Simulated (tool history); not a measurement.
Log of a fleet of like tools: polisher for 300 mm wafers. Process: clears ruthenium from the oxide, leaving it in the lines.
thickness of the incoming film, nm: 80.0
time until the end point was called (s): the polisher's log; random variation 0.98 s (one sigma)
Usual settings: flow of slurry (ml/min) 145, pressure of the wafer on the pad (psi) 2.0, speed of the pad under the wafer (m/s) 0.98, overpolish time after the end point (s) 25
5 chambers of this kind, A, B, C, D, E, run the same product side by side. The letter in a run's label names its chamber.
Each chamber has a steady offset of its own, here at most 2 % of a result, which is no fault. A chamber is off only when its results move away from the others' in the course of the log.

run	day	flow of slurry (ml/min)	pressure of the wafer on the pad (psi)	speed of the pad under the wafer (m/s)	overpolish time after the end point (s)	time until the end point was called (s)
1D	0.333	145	2.0	0.98	25	81.345
# day 0.350: chamber D: slurry nozzle cleaned
2A	0.621	145	2.0	0.98	25	83.552
3B	0.954	145	2.0	0.98	25	82.701
4E	1.171	145	2.0	0.98	25	81.473
# day 1.317: chamber E: worn pad replaced by a new one
5C	1.529	145	2.0	0.98	25	82.092
# day 1.646: chamber D: worn pad replaced by a new one
6D	1.729	145	2.0	0.98	25	82.907
7A	1.992	195	2.0	0.98	25	78.333
# day 2.254: chamber E: slurry nozzle cleaned
8C	2.304	195	2.0	0.98	25	78.520
9E	2.592	195	2.0	0.98	25	78.932
# day 2.767: chamber B: worn pad replaced by a new one
10B	2.796	195	2.0	0.98	25	80.525
11E	2.996	195	2.0	0.98	25	79.522
12D	3.342	145	2.0	0.98	25	80.484
13C	3.692	145	2.0	0.98	25	85.025
# day 3.833: chamber B: slurry nozzle cleaned
# day 4.033: chamber C: worn pad replaced by a new one
14A	4.067	145	2.0	0.98	25	81.583
# day 4.083: chamber C: slurry nozzle cleaned
# day 4.271: chamber E: worn pad replaced by a new one
15B	4.388	145	2.0	0.98	25	86.530
# day 4.450: chamber A: head pressure recalibrated
16B	4.633	145	2.0	0.98	25	84.795
# day 4.708: chamber A: worn pad replaced by a new one
17C	4.908	145	2.0	0.98	25	83.363
18E	5.267	145	2.0	0.98	25	83.108
19D	5.433	190	2.7	0.98	25	58.610
20A	5.650	190	2.7	0.98	25	58.531
21E	5.879	190	2.7	0.98	25	58.755
22D	6.146	190	2.7	0.98	25	58.113
# day 6.158: chamber E: head pressure recalibrated
# day 6.333: chamber D: worn pad replaced by a new one
23B	6.450	190	2.7	0.98	25	62.428
24A	6.638	145	2.0	0.98	25	81.099
25C	6.888	145	2.0	0.98	25	82.409
26E	7.121	145	2.0	0.98	25	82.535
27D	7.421	145	2.0	0.98	25	82.262
28C	7.742	145	2.0	0.98	25	81.500
# day 7.838: chamber B: worn pad replaced by a new one
# day 7.896: chamber C: head pressure recalibrated
29B	8.062	145	2.0	0.98	25	89.223
30A	8.375	145	2.0	0.98	25	82.274
31B	8.633	145	2.0	0.98	25	91.320
32D	8.925	145	2.0	0.98	25	82.934
# day 9.029: chamber C: worn pad replaced by a new one
33A	9.121	145	2.0	0.98	25	83.596
34C	9.450	145	2.0	0.98	25	82.438

Is one chamber off against the others, does the gauge drift, or is nothing wrong? If a chamber is off, say which, and what the likeliest cause is.

Chamber B drifts away from the others.
Cause: head's pressure below its setpoint, % = 12.2.

Here are 4 candidates for chamber B's next run, each the usual settings with a change, their results left as question marks. Which one brings its results back in line with what the others give on the usual settings?
In line means no further than this from the other chambers' mean on the usual settings: time until the end point was called (s) 3.500
35B-1	9.729	150	2.0	1.20	25	?
35B-2	9.729	145	1.9	0.92	25	?
35B-3	9.729	140	1.8	0.88	25	?
35B-4	9.729	150	2.0	1.10	25	?

The other chambers' mean on the usual settings: time until the end point was called (s) 82.607
run	time until the end point was called (s)
35B-1	75.544
35B-2	104.310
35B-3	115.860
35B-4	82.399
35B-4 brings the chamber back in line.
